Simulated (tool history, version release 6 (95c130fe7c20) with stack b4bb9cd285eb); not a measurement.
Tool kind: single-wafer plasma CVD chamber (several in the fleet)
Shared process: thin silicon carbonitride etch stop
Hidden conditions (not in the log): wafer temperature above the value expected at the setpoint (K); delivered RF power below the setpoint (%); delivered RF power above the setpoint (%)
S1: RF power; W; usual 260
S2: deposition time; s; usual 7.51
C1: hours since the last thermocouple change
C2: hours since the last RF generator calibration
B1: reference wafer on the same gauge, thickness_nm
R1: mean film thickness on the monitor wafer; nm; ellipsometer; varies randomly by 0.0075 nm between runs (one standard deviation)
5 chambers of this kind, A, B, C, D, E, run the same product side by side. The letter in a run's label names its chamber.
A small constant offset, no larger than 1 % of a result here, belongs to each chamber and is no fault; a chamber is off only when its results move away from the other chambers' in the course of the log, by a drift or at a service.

run     day   S1    S2      C1      C2      B1      R1
 1B   0.567  260  7.51  2351.3  1140.7  5.2117  4.6634
 2E   1.154  260  7.51   604.6  1168.5  5.2133  4.5924
 3C   1.596  260  7.51   478.8  1845.7  5.2114   4.652
 4A   2.121  260  7.51  1489.5   602.3  5.2139  4.6048
      2.329  -- chamber C: RF generator calibrated
 5D   2.438  260  7.51  1067.4   291.2  5.2125  4.6228
 6E     2.9  260  7.51   646.5  1210.4   5.215  4.5826
 7A   3.525  260  7.51  1523.2     636  5.2164  4.6109
      3.575  -- chamber B: thermocouple changed; heater temperature recalibrated
 8B   4.112  260  7.51      13  1225.8  5.2178   4.672
      4.525  -- chamber A: thermocouple changed; heater temperature recalibrated
 9D   4.683  295  7.51  1121.3   345.1  5.2172    4.81
10C   5.317  295  7.51   568.1    71.7  5.2189  4.8293
11C    5.85  295  7.51   580.9    84.5  5.2203  4.8268
12B   6.317  295  7.51    65.9  1278.7  5.2188  4.8508
13E   6.833  295  7.51   740.9  1304.8  5.2197  4.7829
14A   7.392  260  7.51    68.8   728.8  5.2208  4.5924
15D   7.988  260  7.51  1200.6   424.4   5.221  4.6287
16B   8.321  260  7.51     114  1326.8  5.2224  4.6866
17A   8.921  260  7.51   105.5   765.5  5.2215  4.5921
18E   9.333  260  7.51   800.9  1364.8  5.2259  4.6082
19C   9.804  260  7.51   675.8   179.4  5.2275  4.6518
20D  10.117  260  7.51  1251.7   475.5  5.2257  4.6299
21A  10.738  260  7.51   149.1   809.1  5.2289  4.6207
22C  11.325  260  7.51   712.3   215.9  5.2281  4.6554
23E  11.875  260  7.51   861.9  1425.8  5.2293  4.5974
24B  12.167  260  7.51   206.3  1419.1  5.2297  4.6894
25D  12.467  260  7.51  1308.1   531.9  5.2301  4.6399
26C  12.929  295  7.51   750.8   254.4  5.2322  4.8437
27B   13.45  295  7.51   237.1  1449.9  5.2322  4.8636
28E  13.912  295  7.51   910.8  1474.7  5.2321  4.7926
29D  14.462  295  7.51    1356   579.8  5.2326  4.8108
30A  14.892  295  7.51   248.8   908.8  5.2316  4.7839
31E  15.196  260  7.51   941.6  1505.5  5.2339  4.6073
32D  15.625  260  7.51  1383.9   607.7  5.2341  4.6455
33B  16.033  260  7.51   299.1  1511.9  5.2325  4.6783
34A  16.592  260  7.51   289.6   949.6  5.2349  4.6204
35C  17.192  260  7.51   853.1   356.7   5.238  4.6734
36B  17.612  260  7.51     337  1549.8  5.2346  4.7031
37E   17.95  260  7.51  1007.7  1571.6  5.2386  4.6167
38C  18.396  260  7.51     882   385.6  5.2393  4.6741
     18.583  -- chamber A: RF generator calibrated
39A  18.958  240  8.01   346.4       9  5.2393   4.824
40D  19.371  240  8.01  1473.8   697.6  5.2401  4.8285
41B  19.771  240  8.01   388.8  1601.6  5.2424  4.8866
42E  20.221  240  8.01  1062.2  1626.1  5.2418   4.801
43A  20.708  240  8.01   388.4      51  5.2454  4.8134
44C    21.3  225  6.63   951.7   455.3  5.2454  3.9552

Is one chamber off against the others, does the gauge drift, or is nothing wrong? If a chamber is off, say which, and what the likeliest cause is.

No chamber is off; the gauge reading every chamber's wafers drifts, which makes the whole fleet appear to move together.
Most likely cause: gauge reads high (%) = 0.659.

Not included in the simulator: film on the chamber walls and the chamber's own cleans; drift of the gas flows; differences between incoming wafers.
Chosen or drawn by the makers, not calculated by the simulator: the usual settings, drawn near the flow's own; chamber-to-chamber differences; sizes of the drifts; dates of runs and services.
